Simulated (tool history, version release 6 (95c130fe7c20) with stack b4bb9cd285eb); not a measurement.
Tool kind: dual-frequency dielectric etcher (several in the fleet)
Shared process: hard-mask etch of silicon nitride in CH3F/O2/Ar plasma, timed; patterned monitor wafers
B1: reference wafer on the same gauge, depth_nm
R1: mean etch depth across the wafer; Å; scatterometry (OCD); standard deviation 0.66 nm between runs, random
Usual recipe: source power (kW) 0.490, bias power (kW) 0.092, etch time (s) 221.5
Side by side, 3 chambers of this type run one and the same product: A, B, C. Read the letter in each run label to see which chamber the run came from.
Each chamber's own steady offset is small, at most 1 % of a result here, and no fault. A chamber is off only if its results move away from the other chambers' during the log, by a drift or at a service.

Run 1A, day 0.608: usual settings; B1 177.04. Result: R1 1809.1 Å.
Run 2C, day 0.950: usual settings; B1 176.96. Result: R1 1834.7 Å.
Run 3B, day 1.229: usual settings; B1 177.09. Result: R1 1833.3 Å.
Run 4C, day 1.708: usual settings; B1 176.91. Result: R1 1826.0 Å.
Run 5A, day 2.171: usual settings; B1 176.85. Result: R1 1813.6 Å.
Run 6B, day 2.675: usual settings; B1 177.06. Result: R1 1831.1 Å.
Run 7A, day 3.262: usual settings but etch time (s) 166.5; B1 176.92. Result: R1 1364.8 Å.
Run 8B, day 3.738: usual settings but etch time (s) 166.5; B1 177.21. Result: R1 1372.6 Å.
Run 9C, day 4.075: usual settings but etch time (s) 166.5; B1 176.87. Result: R1 1378.3 Å.
Run 10C, day 4.417: usual settings; B1 176.95. Result: R1 1826.2 Å.
Run 11A, day 4.696: usual settings; B1 176.95. Result: R1 1814.9 Å.
Run 12B, day 5.062: usual settings; B1 177.03. Result: R1 1818.2 Å.
Run 13B, day 5.671: usual settings but etch time (s) 179.5; B1 177.09. Result: R1 1477.1 Å.
Run 14C, day 6.192: usual settings but etch time (s) 179.5; B1 176.79. Result: R1 1484.8 Å.
Run 15A, day 6.733: usual settings but etch time (s) 179.5; B1 177.00. Result: R1 1474.7 Å.
Run 16C, day 7.250: usual settings; B1 176.93. Result: R1 1822.6 Å.
Run 17A, day 7.617: usual settings but bias power (kW) 0.070; B1 176.97. Result: R1 1654.1 Å.
Run 18B, day 7.883: usual settings but bias power (kW) 0.070; B1 177.00. Result: R1 1679.1 Å.
Run 19C, day 8.242: usual settings but bias power (kW) 0.070; B1 177.03. Result: R1 1675.4 Å.
Run 20B, day 8.696: usual settings; B1 177.00. Result: R1 1860.2 Å.
Run 21A, day 9.012: usual settings; B1 177.04. Result: R1 1826.1 Å.
Run 22C, day 9.538: usual settings; B1 176.97. Result: R1 1822.4 Å.
Run 23A, day 9.812: usual settings; B1 177.06. Result: R1 1806.3 Å.
Run 24B, day 10.088: usual settings; B1 177.14. Result: R1 1866.4 Å.
Run 25C, day 10.358: usual settings; B1 176.97. Result: R1 1838.7 Å.
At day 10.529: chamber C: wet clean of the chamber.
Run 26B, day 10.821: usual settings; B1 176.95. Result: R1 1876.7 Å.
Run 27A, day 11.150: usual settings; B1 176.88. Result: R1 1816.6 Å.
Run 28B, day 11.479: usual settings; B1 177.02. Result: R1 1856.6 Å.
Run 29A, day 12.033: usual settings; B1 177.02. Result: R1 1814.4 Å.
Run 30C, day 12.312: usual settings; B1 176.87. Result: R1 1827.2 Å.
Run 31A, day 12.612: usual settings; B1 176.96. Result: R1 1810.6 Å.
Run 32B, day 13.062: usual settings but source power (kW) 0.380, etch time (s) 254.0; B1 177.08. Result: R1 1955.7 Å.

All chambers now run identical settings, listed one chamber a line with results as question marks. What results will each chamber show?
Run 33A, day 13.500: usual settings but bias power (kW) 0.084. Result: R1 ?.
Run 33B, day 13.500: usual settings but bias power (kW) 0.084. Result: R1 ?.
Run 33C, day 13.500: usual settings but bias power (kW) 0.084. Result: R1 ?.

run      R1
33A  1760.0
33B  1827.6
33C  1770.3

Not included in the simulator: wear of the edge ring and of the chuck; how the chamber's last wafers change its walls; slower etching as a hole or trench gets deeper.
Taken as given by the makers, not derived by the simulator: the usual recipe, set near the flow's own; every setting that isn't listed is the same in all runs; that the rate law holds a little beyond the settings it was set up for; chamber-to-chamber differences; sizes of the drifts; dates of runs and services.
